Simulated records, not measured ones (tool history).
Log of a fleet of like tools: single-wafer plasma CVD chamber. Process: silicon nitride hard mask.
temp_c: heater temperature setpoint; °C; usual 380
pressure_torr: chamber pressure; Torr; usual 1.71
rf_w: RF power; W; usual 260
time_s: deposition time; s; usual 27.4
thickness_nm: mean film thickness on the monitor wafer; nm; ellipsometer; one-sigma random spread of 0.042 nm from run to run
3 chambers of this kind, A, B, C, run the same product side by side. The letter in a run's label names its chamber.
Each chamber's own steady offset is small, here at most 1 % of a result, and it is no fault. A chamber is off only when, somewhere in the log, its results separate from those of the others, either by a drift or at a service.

run   hour  temp_c  pressure_torr  rf_w  time_s  hours since the last thermocouple change  hours since the last RF generator calibration  hours since the last manometer calibration  read-back reference wafer on the same gauge, thickness_nm  thickness_nm
       4.4  -- chamber C: capacitance manometer re-zeroed and calibrated
 1C   11.5     380           1.71   260    27.4                                    2530.3                                         1063.6                                         7.1                                                     24.904        29.244
 2B   18.3     380           1.71   260    27.4                                    1490.3                                          284.5                                         139                                                     24.902        29.084
 3A   33.6     380           1.71   260    27.4                                     626.1                                          544.9                                      1315.2                                                     24.923        29.701
 4A   48.4     380           1.71   260    27.4                                     640.9                                          559.7                                        1330                                                     24.928        29.672
 5C   63.9     380           1.39   260    29.6                                    2582.7                                           1116                                        59.5                                                     24.934        29.835
 6B   76.6     380           1.39   260    29.6                                    1548.6                                          342.8                                       197.3                                                     24.935        29.745
 7B   88.8     380           1.39   260    29.6                                    1560.8                                            355                                       209.5                                                     24.953         29.69
 8A   95.5     380           1.71   260    27.4                                       688                                          606.8                                      1377.1                                                     24.953        29.674
     101.1  -- chamber C: RF generator calibrated
 9C  105.5     380           1.71   260    27.4                                    2624.3                                            4.4                                       101.1                                                     24.942        29.297
10B    120     380           1.71   260    27.4                                      1592                                          386.2                                       240.7                                                     24.956        29.173
11A  131.9     380           1.71   260    27.4                                     724.4                                          643.2                                      1413.5                                                     24.965        29.653
12C  141.4     380           1.71   260    27.4                                    2660.2                                           40.3                                         137                                                     24.971        29.267
     143.1  -- chamber C: thermocouple changed; heater temperature recalibrated
13B  155.5     380           1.71   260    22.6                                    1627.5                                          421.7                                       276.2                                                     24.986        24.139
14C  166.6     380           1.71   260    22.6                                      23.5                                           65.5                                       162.2                                                     24.966        24.181
15A  181.7     380           1.71   260    22.6                                     774.2                                            693                                      1463.3                                                     24.987        24.501
16A  190.1     380           1.71   300    27.4                                     782.6                                          701.4                                      1471.7                                                     24.991        32.795
17B  199.9     380           1.71   300    27.4                                    1671.9                                          466.1                                       320.6                                                     25.001        32.266
18C  213.1     380           1.71   300    27.4                                        70                                            112                                       208.7                                                     25.007        32.346
19A  225.3     380           1.71   260    27.4                                     817.8                                          736.6                                      1506.9                                                     25.012         29.72
20B  240.4     380           1.71   260    27.4                                    1712.4                                          506.6                                       361.1                                                     25.012        29.361
21C  248.4     380           1.71   260    27.4                                     105.3                                          147.3                                         244                                                     25.025        29.374
22A  256.2     380           1.71   260    27.4                                     848.7                                          767.5                                      1537.8                                                     25.029        29.737
23C  265.2     380           1.71   260    27.4                                     122.1                                          164.1                                       260.8                                                     25.022         29.42
24B  271.9     380           1.71   260    27.4                                    1743.9                                          538.1                                       392.6                                                     25.033        29.342
25B  280.7     380           1.71   260    27.4                                    1752.7                                          546.9                                       401.4                                                     25.046        29.329
26A  288.3     380           1.71   260    27.4                                     880.8                                          799.6                                      1569.9                                                     25.031        29.783
27C  297.3     380           1.71   260    27.4                                     154.2                                          196.2                                       292.9                                                     25.052        29.462

Is one chamber off against the others, does the gauge drift, or is nothing wrong? If a chamber is off, say which, and what the likeliest cause is.

Gauge drift. The chambers move together only on paper, and none stands off.
Cause: gauge reads high (%) = 0.598.

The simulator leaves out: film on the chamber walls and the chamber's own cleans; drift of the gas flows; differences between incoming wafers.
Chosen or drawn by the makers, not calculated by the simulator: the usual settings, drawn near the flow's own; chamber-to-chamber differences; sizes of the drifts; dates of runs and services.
